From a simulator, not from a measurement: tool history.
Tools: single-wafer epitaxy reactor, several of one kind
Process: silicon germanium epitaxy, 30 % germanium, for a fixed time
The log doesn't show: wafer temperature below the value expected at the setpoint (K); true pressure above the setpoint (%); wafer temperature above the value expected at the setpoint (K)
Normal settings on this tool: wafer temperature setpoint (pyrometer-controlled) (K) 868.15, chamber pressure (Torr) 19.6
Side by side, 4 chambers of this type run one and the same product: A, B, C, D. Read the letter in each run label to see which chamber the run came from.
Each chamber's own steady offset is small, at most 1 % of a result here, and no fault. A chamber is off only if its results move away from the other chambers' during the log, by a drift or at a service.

run,day,wafer temperature setpoint (pyrometer-controlled) (K),chamber pressure (Torr),hours since the last pyrometer calibration,hours since the last manometer calibration,"read-back reference wafer on the same gauge, thickness_nm",mean film thickness on the monitor wafer (nm)
1B,0.196,868.15,19.6,118.1,404.2,52.693,53.162
2C,0.354,868.15,19.6,803.3,22.3,52.695,53.106
3A,0.592,868.15,19.6,484.4,345.4,52.659,52.908
4D,0.804,868.15,19.6,625.0,748.5,52.677,53.217
5C,0.983,868.15,19.6,818.4,37.4,52.668,52.991
6A,1.121,868.15,19.6,497.1,358.1,52.662,52.993
7D,1.250,868.15,21.5,635.7,759.2,52.646,55.065
8B,1.417,868.15,21.5,147.4,433.5,52.660,55.011
9B,1.633,868.15,21.5,152.6,438.7,52.653,55.073
10C,1.804,868.15,21.5,838.1,57.1,52.643,54.973
11D,1.992,874.15,16.9,653.5,777.0,52.638,55.806
12A,2.100,874.15,16.9,520.6,381.6,52.637,55.605
13D,2.212,874.15,16.9,658.8,782.3,52.628,55.787
14C,2.408,874.15,16.9,852.6,71.6,52.623,55.779
15B,2.558,868.15,19.6,174.8,460.9,52.628,53.075
16A,2.754,868.15,19.6,536.3,397.3,52.622,52.906
17C,2.975,868.15,19.6,866.2,85.2,52.607,53.015
18A,3.112,868.15,19.6,544.9,405.9,52.604,52.958
19D,3.242,868.15,19.6,683.5,807.0,52.596,53.062
20B,3.404,868.15,19.6,195.1,481.2,52.604,53.068
21D,3.546,868.15,19.6,690.8,814.3,52.595,52.961
22C,3.658,868.15,19.6,882.6,101.6,52.592,53.010
23B,3.833,868.15,19.6,205.4,491.5,52.583,53.090
24A,3.946,868.15,17.5,564.9,425.9,52.570,50.463
25D,4.092,868.15,17.5,703.9,827.4,52.558,50.671
26B,4.329,868.15,17.5,217.3,503.4,52.568,50.662
27A,4.492,868.15,17.5,578.0,439.0,52.552,50.460
28C,4.633,868.15,19.6,906.0,125.0,52.555,52.838
29B,4.838,868.15,19.6,229.5,515.6,52.545,53.035
30A,5.012,868.15,19.6,590.5,451.5,52.532,52.803
31D,5.121,868.15,19.6,728.6,852.1,52.540,53.110
32C,5.346,868.15,19.6,923.1,142.1,52.526,52.969
33B,5.558,868.15,19.6,246.8,532.9,52.530,53.013
34A,5.700,868.15,19.6,607.0,468.0,52.525,52.721
35D,5.938,868.15,19.6,748.2,871.7,52.518,52.995
36C,6.121,868.15,19.6,941.7,160.7,52.504,52.946
37D,6.267,868.15,19.6,756.1,879.6,52.494,53.134
38B,6.471,868.15,19.6,268.7,554.8,52.503,52.936
39A,6.642,868.15,19.6,629.6,490.6,52.490,52.709
40C,6.758,868.15,19.6,957.0,176.0,52.489,52.844
41D,6.967,868.15,19.6,772.9,896.4,52.477,52.877

Each of the 4 chambers runs these same settings next. Fill in every chamber's results:
42A,7.138,863.15,19.6,,,,?
42B,7.138,863.15,19.6,,,,?
42C,7.138,863.15,19.6,,,,?
42D,7.138,863.15,19.6,,,,?

run,mean film thickness on the monitor wafer (nm)
42A,48.077
42B,48.188
42C,48.153
42D,48.348
